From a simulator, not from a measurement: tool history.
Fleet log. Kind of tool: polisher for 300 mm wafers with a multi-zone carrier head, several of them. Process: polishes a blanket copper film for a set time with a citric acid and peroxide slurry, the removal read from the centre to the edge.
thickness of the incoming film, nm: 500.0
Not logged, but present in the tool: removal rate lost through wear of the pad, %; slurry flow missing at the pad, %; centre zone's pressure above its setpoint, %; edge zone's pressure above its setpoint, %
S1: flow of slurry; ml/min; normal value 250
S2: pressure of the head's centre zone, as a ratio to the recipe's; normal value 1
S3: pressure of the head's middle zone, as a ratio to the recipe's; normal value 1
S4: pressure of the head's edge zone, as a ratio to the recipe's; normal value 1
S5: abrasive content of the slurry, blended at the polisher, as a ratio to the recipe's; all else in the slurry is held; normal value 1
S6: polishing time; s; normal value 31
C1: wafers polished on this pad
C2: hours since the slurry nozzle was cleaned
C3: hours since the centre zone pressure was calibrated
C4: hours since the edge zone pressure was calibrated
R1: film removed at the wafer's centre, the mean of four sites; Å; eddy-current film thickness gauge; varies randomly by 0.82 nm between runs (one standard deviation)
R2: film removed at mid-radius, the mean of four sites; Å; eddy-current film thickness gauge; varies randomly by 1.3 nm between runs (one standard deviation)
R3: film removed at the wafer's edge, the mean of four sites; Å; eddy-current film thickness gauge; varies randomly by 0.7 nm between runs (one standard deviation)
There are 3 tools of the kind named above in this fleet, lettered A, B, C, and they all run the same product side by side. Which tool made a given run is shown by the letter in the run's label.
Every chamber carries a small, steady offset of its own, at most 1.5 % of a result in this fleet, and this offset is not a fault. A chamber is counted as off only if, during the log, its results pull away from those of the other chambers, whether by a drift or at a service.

run   hour   S1    S2    S3    S4   S5  S6    C1     C2      C3     C4      R1      R2      R3
 1A    8.5  250     1     1     1    1  31   413  274.6   322.3    241  924.08  923.22  928.96
 2C   15.6  250     1     1     1    1  31   316  310.1   744.6  325.7   943.3  928.18  901.63
 3B   22.7  250     1     1     1    1  31   562  162.4   523.7  293.8  919.55  947.73  944.37
 4B   28.5  250     1     1     1    1  31   635  168.2   529.5  299.6  928.03  920.32   935.4
 5C   38.3  250     1     1     1    1  31   600  332.8   767.3  348.4  949.14  954.19  920.19
      43.5  -- chamber A: worn pad replaced by a new one
 6A   46.4  250     1     1     1    1  31    36  312.5   360.2  278.9  923.33  896.72  931.17
 7A   52.2  250     1     1     1    1  31   109  318.3     366  284.7  930.65  946.41  935.01
 8C   61.7  250     1     1     1    1  31   894  356.2   790.7  371.8   933.5   946.4  928.08
 9B   71.8  250     1     1     1    1  31  1178  211.5   572.8  342.9  927.52   929.7  933.84
10B   78.2  250     1     1     1    1  31  1258  217.9   579.2  349.3  931.27   923.3  941.59
11A   86.1  250     1     1     1    1  31   534  352.2   399.9  318.6  923.52  949.41  916.95
        90  -- chamber C: worn pad replaced by a new one
      91.5  -- chamber B: worn pad replaced by a new one
12C   95.2  250     1     1     1    1  31    65  389.7   824.2  405.3  952.07  935.55  918.99
13B  100.9  165     1     1  1.05    1  31   118  240.6   601.9    372  853.29  885.21  939.77
       104  -- chamber A: worn pad replaced by a new one
14A  106.6  165     1     1  1.05    1  31    33  372.7   420.4  339.1  887.76  882.71  908.48
15C  115.9  165     1     1  1.05    1  31   324  410.4   844.9    426  870.09   888.1  911.89
16C  124.1  250     1     1     1    1  31   427  418.6   853.1  434.2  933.19   953.4  924.71
17A  130.6  250     1     1     1    1  31   334  396.7   444.4  363.1  931.36  930.22  940.79
       131  -- chamber B: edge zone pressure recalibrated
18B  137.1  310  1.04     1     1    1  31   572  276.8   638.1    6.2  995.24  949.55   954.2
19B  146.3  310  1.04     1     1    1  31   688    286   647.3   15.4  990.26  930.62  960.34
20C    152  310  1.04     1     1    1  31   777  446.5     881  462.1  1008.9  987.61  932.89
21A  160.5  250     1     1     1    1  31   709  426.6   474.3    393  932.84  944.78  929.76
     161.4  -- chamber A: worn pad replaced by a new one
22C  166.8  250     1     1     1    1  31   963  461.3   895.8  476.9   937.9  953.49  924.48
23A  172.4  250     1  1.08     1    1  31   138  438.5   486.2  404.9  934.48  995.85  935.03
24B    180  250     1  1.08     1    1  31  1110  319.7     681   49.1  922.01  1002.1  942.36
       186  -- chamber A: centre zone pressure recalibrated
25C  188.7  250     1  1.08     1    1  31  1237  483.2   917.7  498.8   944.1  1013.3  918.97
     192.9  -- chamber C: worn pad replaced by a new one
     193.6  -- chamber B: worn pad replaced by a new one
26A  198.9  250  1.06     1     1    1  26   470    465    12.9  431.4  888.57  773.59  770.12
27B  206.6  250  1.06     1     1    1  26   163  346.3   707.6   75.7  820.79  780.26  781.91
28B    214  250  1.06     1     1    1  26   256  353.7     715   83.1   826.7  767.47  785.49
     219.3  -- chamber A: worn pad replaced by a new one
29A  220.9  250     1     1     1    1  31    20    487    34.9  453.4  1004.6  912.57  926.99
       228  -- chamber C: edge zone pressure recalibrated
30C  228.7  250     1     1     1    1  31   450  523.2   957.7    0.7  940.41  929.51  917.92
31B  234.5  250     1     1     1    1  31   513  374.2   735.5  103.6  931.42  929.88  952.51
32C  242.5  250     1  0.91     1  1.2  31   623    537   971.5   14.5  981.66  906.23  945.76
33A    252  250     1  0.91     1  1.2  31   410  518.1      66  484.5  1052.7  900.95  965.86
34B  261.1  250     1  0.91     1  1.2  31   847  400.8   762.1  130.2  971.19  897.24  973.71
       264  -- chamber A: slurry nozzle cleaned
35C  270.1  250     1     1     1    1  31   969  564.6   999.1   42.1  928.22  917.24  927.94
     277.4  -- chamber A: worn pad replaced by a new one
36A  278.7  250     1     1     1    1  31    17   14.8    92.7  511.2   997.8   918.1   932.4
37C  288.2  250     1     1     1    1  31  1196  582.7  1017.2   60.2  931.38   962.6  921.06

Is one chamber out of step, is the gauge drifting, or do the chambers differ by no more than their own small offsets? For an off chamber, give its letter and the likeliest cause.

After it was serviced, chamber A no longer matches the other chambers.
Most likely cause: centre zone's pressure above its setpoint, % = 6.56.

Which of the 4 candidates below, each the usual settings with something changed and its results left as question marks, puts chamber A back in line with what the other chambers give on the usual settings?
In line here means within this much of the mean the other chambers give on the usual settings: R1 29 Å; R2 47 Å; R3 24 Å
38A-1  295.6  255  1.06  0.99  0.98   1  31                   ?   ?   ?
38A-2  295.6  245  0.94  1.01  1.02   1  31                   ?   ?   ?
38A-3  295.6  250  1.01     1     1   1  31                   ?   ?   ?
38A-4  295.6  250  0.99     1     1   1  31                   ?   ?   ?

What the other chambers average on the usual settings: R1 931.28 Å; R2 934.63 Å; R3 927.81 Å
  run      R1      R2      R3
38A-1  1065.6  926.72  915.99
38A-2  929.39  940.27  932.06
38A-3  1008.3   933.5  924.09
38A-4  986.45  933.61  924.09
38A-2 brings the chamber back in line.
